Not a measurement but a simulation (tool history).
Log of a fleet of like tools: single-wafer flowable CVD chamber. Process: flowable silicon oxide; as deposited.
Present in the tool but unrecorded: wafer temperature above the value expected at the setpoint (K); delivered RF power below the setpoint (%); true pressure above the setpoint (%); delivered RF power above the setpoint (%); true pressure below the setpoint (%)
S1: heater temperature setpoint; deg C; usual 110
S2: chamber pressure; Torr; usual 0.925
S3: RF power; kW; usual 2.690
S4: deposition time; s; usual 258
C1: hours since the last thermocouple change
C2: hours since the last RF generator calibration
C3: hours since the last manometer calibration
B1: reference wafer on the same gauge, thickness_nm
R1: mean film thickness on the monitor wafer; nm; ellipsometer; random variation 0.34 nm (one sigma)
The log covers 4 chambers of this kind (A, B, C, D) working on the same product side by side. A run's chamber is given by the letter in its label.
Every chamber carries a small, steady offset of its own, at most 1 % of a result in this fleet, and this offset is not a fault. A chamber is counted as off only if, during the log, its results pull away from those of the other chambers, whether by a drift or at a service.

Run 1B, hour 5.0: usual settings; C1 1263.7; C2 121.3; C3 336.7; B1 124.98. Result: R1 141.05 nm.
Run 2C, hour 12.0: usual settings; C1 613.8; C2 907.7; C3 1865.6; B1 124.97. Result: R1 141.88 nm.
Run 3D, hour 17.7: usual settings; C1 1061.2; C2 2076.8; C3 436.5; B1 124.98. Result: R1 140.61 nm.
Run 4A, hour 23.0: usual settings; C1 1618.7; C2 323.2; C3 644.6; B1 125.00. Result: R1 142.15 nm.
Run 5A, hour 29.1: usual settings but S1 101 deg C, S2 0.730 Torr; C1 1624.8; C2 329.3; C3 650.7; B1 124.95. Result: R1 140.67 nm.
Run 6B, hour 35.1: usual settings but S1 101 deg C, S2 0.730 Torr; C1 1293.8; C2 151.4; C3 366.8; B1 125.02. Result: R1 140.24 nm.
Run 7C, hour 39.2: usual settings but S1 101 deg C, S2 0.730 Torr; C1 641.0; C2 934.9; C3 1892.8; B1 125.11. Result: R1 139.64 nm.
Run 8D, hour 44.4: usual settings but S1 101 deg C, S2 0.730 Torr; C1 1087.9; C2 2103.5; C3 463.2; B1 124.98. Result: R1 140.17 nm.
Run 9D, hour 47.5: usual settings but S2 1.084 Torr; C1 1091.0; C2 2106.6; C3 466.3; B1 125.02. Result: R1 169.33 nm.
Run 10B, hour 51.5: usual settings but S2 1.084 Torr; C1 1310.2; C2 167.8; C3 383.2; B1 124.99. Result: R1 169.59 nm.
Run 11C, hour 54.8: usual settings but S2 1.084 Torr; C1 656.6; C2 950.5; C3 1908.4; B1 125.06. Result: R1 172.09 nm.
Run 12A, hour 60.5: usual settings but S2 1.084 Torr; C1 1656.2; C2 360.7; C3 682.1; B1 124.94. Result: R1 170.95 nm.
Run 13C, hour 63.6: usual settings but S2 0.802 Torr, S4 291 s; C1 665.4; C2 959.3; C3 1917.2; B1 124.98. Result: R1 133.14 nm.
Run 14B, hour 69.4: usual settings but S2 0.802 Torr, S4 291 s; C1 1328.1; C2 185.7; C3 401.1; B1 125.04. Result: R1 132.16 nm.
Run 15D, hour 74.3: usual settings but S2 0.802 Torr, S4 291 s; C1 1117.8; C2 2133.4; C3 493.1; B1 125.07. Result: R1 132.65 nm.
Run 16A, hour 78.7: usual settings but S2 0.802 Torr, S4 291 s; C1 1674.4; C2 378.9; C3 700.3; B1 124.96. Result: R1 133.24 nm.
Run 17B, hour 82.5: usual settings but S2 1.139 Torr; C1 1341.2; C2 198.8; C3 414.2; B1 125.01. Result: R1 179.64 nm.
Run 18D, hour 88.5: usual settings but S2 1.139 Torr; C1 1132.0; C2 2147.6; C3 507.3; B1 125.02. Result: R1 179.08 nm.
Run 19A, hour 92.4: usual settings but S2 1.139 Torr; C1 1688.1; C2 392.6; C3 714.0; B1 124.98. Result: R1 180.74 nm.
Run 20C, hour 98.0: usual settings but S2 1.139 Torr; C1 699.8; C2 993.7; C3 1951.6; B1 124.98. Result: R1 181.22 nm.
Run 21D, hour 101.7: usual settings; C1 1145.2; C2 2160.8; C3 520.5; B1 124.96. Result: R1 141.13 nm.
Run 22C, hour 105.8: usual settings; C1 707.6; C2 1001.5; C3 1959.4; B1 125.03. Result: R1 142.12 nm.
Run 23B, hour 110.9: usual settings; C1 1369.6; C2 227.2; C3 442.6; B1 125.02. Result: R1 140.78 nm.
Run 24A, hour 114.0: usual settings; C1 1709.7; C2 414.2; C3 735.6; B1 125.01. Result: R1 141.52 nm.
At hour 114.1: chamber B: thermocouple changed; heater temperature recalibrated.
Run 25A, hour 120.1: usual settings; C1 1715.8; C2 420.3; C3 741.7; B1 124.95. Result: R1 141.79 nm.
Run 26D, hour 124.9: usual settings; C1 1168.4; C2 2184.0; C3 543.7; B1 125.05. Result: R1 140.60 nm.
Run 27C, hour 128.9: usual settings; C1 730.7; C2 1024.6; C3 1982.5; B1 125.03. Result: R1 142.03 nm.
Run 28B, hour 134.5: usual settings; C1 20.4; C2 250.8; C3 466.2; B1 125.03. Result: R1 136.06 nm.
Run 29D, hour 138.1: usual settings; C1 1181.6; C2 2197.2; C3 556.9; B1 124.99. Result: R1 140.29 nm.
Run 30C, hour 144.4: usual settings; C1 746.2; C2 1040.1; C3 1998.0; B1 125.00. Result: R1 141.36 nm.
Run 31B, hour 148.5: usual settings; C1 34.4; C2 264.8; C3 480.2; B1 124.97. Result: R1 136.07 nm.
Run 32A, hour 153.3: usual settings; C1 1749.0; C2 453.5; C3 774.9; B1 125.03. Result: R1 141.27 nm.
Run 33B, hour 159.9: usual settings; C1 45.8; C2 276.2; C3 491.6; B1 125.01. Result: R1 135.86 nm.
Run 34A, hour 166.0: usual settings; C1 1761.7; C2 466.2; C3 787.6; B1 124.93. Result: R1 141.21 nm.
Run 35C, hour 169.8: usual settings; C1 771.6; C2 1065.5; C3 2023.4; B1 124.94. Result: R1 141.98 nm.
Run 36D, hour 175.0: usual settings; C1 1218.5; C2 2234.1; C3 593.8; B1 124.95. Result: R1 140.31 nm.
Run 37D, hour 180.9: usual settings but S3 2.435 kW; C1 1224.4; C2 2240.0; C3 599.7; B1 125.00. Result: R1 139.37 nm.
Run 38C, hour 187.6: usual settings but S3 2.435 kW; C1 789.4; C2 1083.3; C3 2041.2; B1 125.05. Result: R1 140.16 nm.
Run 39B, hour 191.8: usual settings but S3 2.435 kW; C1 77.7; C2 308.1; C3 523.5; B1 124.98. Result: R1 134.86 nm.

Read the log: is a single chamber off, either drifting away or since a service, is the gauge that measures every chamber drifting, or is nothing wrong beyond small per-chamber offsets? Name any odd chamber and what most likely caused it.

The work done on chamber B during a service left it standing apart from the others.
Likeliest cause: wafer temperature above the value expected at the setpoint (K) = 1.03.

Which of the 4 candidates below, each the usual settings with something changed and its results left as question marks, puts chamber B back in line with what the other chambers give on the usual settings?
Maximum distance from the other chambers' mean on the usual settings for a result to count as in line: R1 1.20 nm
Run 40B-1, hour 196.9: usual settings but S2 0.953 Torr, S3 2.695 kW. Result: R1 ?.
Run 40B-2, hour 196.9: usual settings but S3 2.695 kW, S4 263 s. Result: R1 ?.
Run 40B-3, hour 196.9: usual settings but S1 111 deg C, S4 257 s. Result: R1 ?.
Run 40B-4, hour 196.9: usual settings but S2 0.916 Torr, S4 257 s. Result: R1 ?.

The mean the other chambers reach with the usual settings: R1 141.28 nm
  run      R1
40B-1  141.32
40B-2  138.91
40B-3  131.49
40B-4  134.10
40B-1 brings the chamber back in line.
